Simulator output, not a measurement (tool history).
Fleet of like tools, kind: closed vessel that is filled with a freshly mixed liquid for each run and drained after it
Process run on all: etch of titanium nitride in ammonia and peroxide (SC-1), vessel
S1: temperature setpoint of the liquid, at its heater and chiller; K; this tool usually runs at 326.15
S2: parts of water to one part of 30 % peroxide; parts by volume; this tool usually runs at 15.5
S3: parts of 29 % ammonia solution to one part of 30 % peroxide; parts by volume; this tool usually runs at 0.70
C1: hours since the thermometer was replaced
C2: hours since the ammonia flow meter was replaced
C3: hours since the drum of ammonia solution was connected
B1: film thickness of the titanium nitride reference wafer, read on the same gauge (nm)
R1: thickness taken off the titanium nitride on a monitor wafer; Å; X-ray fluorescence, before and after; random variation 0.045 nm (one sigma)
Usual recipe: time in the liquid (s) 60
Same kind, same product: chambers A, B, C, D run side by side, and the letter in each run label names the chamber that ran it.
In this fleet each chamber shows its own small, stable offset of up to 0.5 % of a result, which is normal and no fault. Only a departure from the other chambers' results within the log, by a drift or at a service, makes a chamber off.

{"run": "1C", "hour": 2.6, "S1": 326.15, "S2": 15.5, "S3": 0.7, "time in the liquid (s)": 60, "C1": 326.7, "C2": 192.2, "C3": 68.0, "B1": 89.991, "R1": 48.683}
{"run": "2B", "hour": 7.2, "S1": 326.15, "S2": 15.5, "S3": 0.7, "time in the liquid (s)": 60, "C1": 1221.5, "C2": 837.0, "C3": 456.8, "B1": 90.024, "R1": 49.231}
{"run": "3D", "hour": 12.7, "S1": 326.15, "S2": 15.5, "S3": 0.7, "time in the liquid (s)": 60, "C1": 307.4, "C2": 1447.6, "C3": 615.1, "B1": 90.002, "R1": 48.732}
{"run": "4A", "hour": 15.3, "S1": 326.15, "S2": 15.5, "S3": 0.7, "time in the liquid (s)": 60, "C1": 640.7, "C2": 84.8, "C3": 312.2, "B1": 89.989, "R1": 48.344}
{"run": "5D", "hour": 18.1, "S1": 326.15, "S2": 15.5, "S3": 0.85, "time in the liquid (s)": 60, "C1": 312.8, "C2": 1453.0, "C3": 620.5, "B1": 89.963, "R1": 51.132}
{"run": "6B", "hour": 21.6, "S1": 326.15, "S2": 15.5, "S3": 0.85, "time in the liquid (s)": 60, "C1": 1235.9, "C2": 851.4, "C3": 471.2, "B1": 90.0, "R1": 51.195}
{"run": "7C", "hour": 24.8, "S1": 326.15, "S2": 15.5, "S3": 0.85, "time in the liquid (s)": 60, "C1": 348.9, "C2": 214.4, "C3": 90.2, "B1": 90.003, "R1": 50.459}
{"run": "8A", "hour": 29.3, "S1": 326.15, "S2": 15.5, "S3": 0.85, "time in the liquid (s)": 60, "C1": 654.7, "C2": 98.8, "C3": 326.2, "B1": 89.981, "R1": 50.936}
{"run": "9D", "hour": 34.3, "S1": 326.15, "S2": 15.5, "S3": 0.7, "time in the liquid (s)": 60, "C1": 329.0, "C2": 1469.2, "C3": 636.7, "B1": 90.021, "R1": 49.283}
{"run": "10A", "hour": 37.2, "S1": 326.15, "S2": 15.5, "S3": 0.4, "time in the liquid (s)": 75, "C1": 662.6, "C2": 106.7, "C3": 334.1, "B1": 90.022, "R1": 54.891}
{"run": "11C", "hour": 42.8, "S1": 326.15, "S2": 15.5, "S3": 0.4, "time in the liquid (s)": 75, "C1": 366.9, "C2": 232.4, "C3": 108.2, "B1": 89.995, "R1": 54.97}
{"run": "12B", "hour": 47.5, "S1": 326.15, "S2": 15.5, "S3": 0.4, "time in the liquid (s)": 75, "C1": 1261.8, "C2": 877.3, "C3": 497.1, "B1": 90.009, "R1": 55.761}
{"run": "13B", "hour": 50.3, "S1": 326.15, "S2": 15.5, "S3": 0.4, "time in the liquid (s)": 75, "C1": 1264.6, "C2": 880.1, "C3": 499.9, "B1": 89.99, "R1": 56.027}
{"run": "14D", "hour": 55.5, "S1": 326.15, "S2": 15.5, "S3": 0.7, "time in the liquid (s)": 60, "C1": 350.2, "C2": 1490.4, "C3": 657.9, "B1": 90.0, "R1": 49.22}
{"run": "15C", "hour": 60.4, "S1": 326.15, "S2": 15.5, "S3": 0.35, "time in the liquid (s)": 60, "C1": 384.5, "C2": 250.0, "C3": 125.8, "B1": 89.977, "R1": 42.681}
{"run": "16A", "hour": 63.2, "S1": 326.15, "S2": 15.5, "S3": 0.35, "time in the liquid (s)": 60, "C1": 688.6, "C2": 132.7, "C3": 360.1, "B1": 89.996, "R1": 45.15}
{"run": "17A", "hour": 68.2, "S1": 326.15, "S2": 15.5, "S3": 0.35, "time in the liquid (s)": 60, "C1": 693.6, "C2": 137.7, "C3": 365.1, "B1": 90.012, "R1": 45.123}
{"run": "18C", "hour": 70.6, "S1": 326.15, "S2": 15.5, "S3": 0.35, "time in the liquid (s)": 60, "C1": 394.7, "C2": 260.2, "C3": 136.0, "B1": 90.005, "R1": 43.597}
{"run": "19B", "hour": 73.3, "S1": 326.15, "S2": 15.5, "S3": 0.7, "time in the liquid (s)": 60, "C1": 1287.6, "C2": 903.1, "C3": 522.9, "B1": 90.014, "R1": 48.986}
{"run": "20D", "hour": 76.1, "S1": 326.15, "S2": 9.5, "S3": 0.7, "time in the liquid (s)": 60, "C1": 370.8, "C2": 1511.0, "C3": 678.5, "B1": 90.016, "R1": 63.727}
{"run": "21A", "hour": 79.8, "S1": 326.15, "S2": 9.5, "S3": 0.7, "time in the liquid (s)": 60, "C1": 705.2, "C2": 149.3, "C3": 376.7, "B1": 89.979, "R1": 67.575}
{"run": "22C", "hour": 83.3, "S1": 326.15, "S2": 9.5, "S3": 0.7, "time in the liquid (s)": 60, "C1": 407.4, "C2": 272.9, "C3": 148.7, "B1": 89.993, "R1": 62.827}
{"run": "23D", "hour": 88.4, "S1": 326.15, "S2": 9.5, "S3": 0.7, "time in the liquid (s)": 60, "C1": 383.1, "C2": 1523.3, "C3": 690.8, "B1": 89.999, "R1": 63.361}
{"run": "24B", "hour": 91.2, "S1": 326.15, "S2": 15.5, "S3": 0.7, "time in the liquid (s)": 60, "C1": 1305.5, "C2": 921.0, "C3": 540.8, "B1": 89.995, "R1": 49.821}

What goes on in this fleet: one chamber off, a drifting gauge, or nothing beyond the chambers' own small offsets? Name the chamber and the cause, if any.

Chamber A drifts away from the others.
Most likely cause: liquid hotter than its thermometer reads (K) = 1.15.

Which of the 4 candidates below, each the usual settings with something changed and its results left as question marks, puts chamber A back in line with what the other chambers give on the usual settings?
Counts as in line when no further than this from what the other chambers average on the usual settings: R1 1.600 Å
{"run": "25A-1", "hour": 95.2, "S1": 326.15, "S2": 15.5, "S3": 0.7, "time in the liquid (s)": 65, "R1": "?"}
{"run": "25A-2", "hour": 95.2, "S1": 328.15, "S2": 15.5, "S3": 0.7, "time in the liquid (s)": 60, "R1": "?"}
{"run": "25A-3", "hour": 95.2, "S1": 324.15, "S2": 15.5, "S3": 0.7, "time in the liquid (s)": 60, "R1": "?"}
{"run": "25A-4", "hour": 95.2, "S1": 325.15, "S2": 16.0, "S3": 0.7, "time in the liquid (s)": 60, "R1": "?"}

Average result of the remaining chambers running the usual settings: R1 49.109 Å
run=25A-1 R1=56.993
run=25A-2 R1=60.092
run=25A-3 R1=45.983
run=25A-4 R1=48.341
25A-4 puts the chamber back in line with the other chambers.
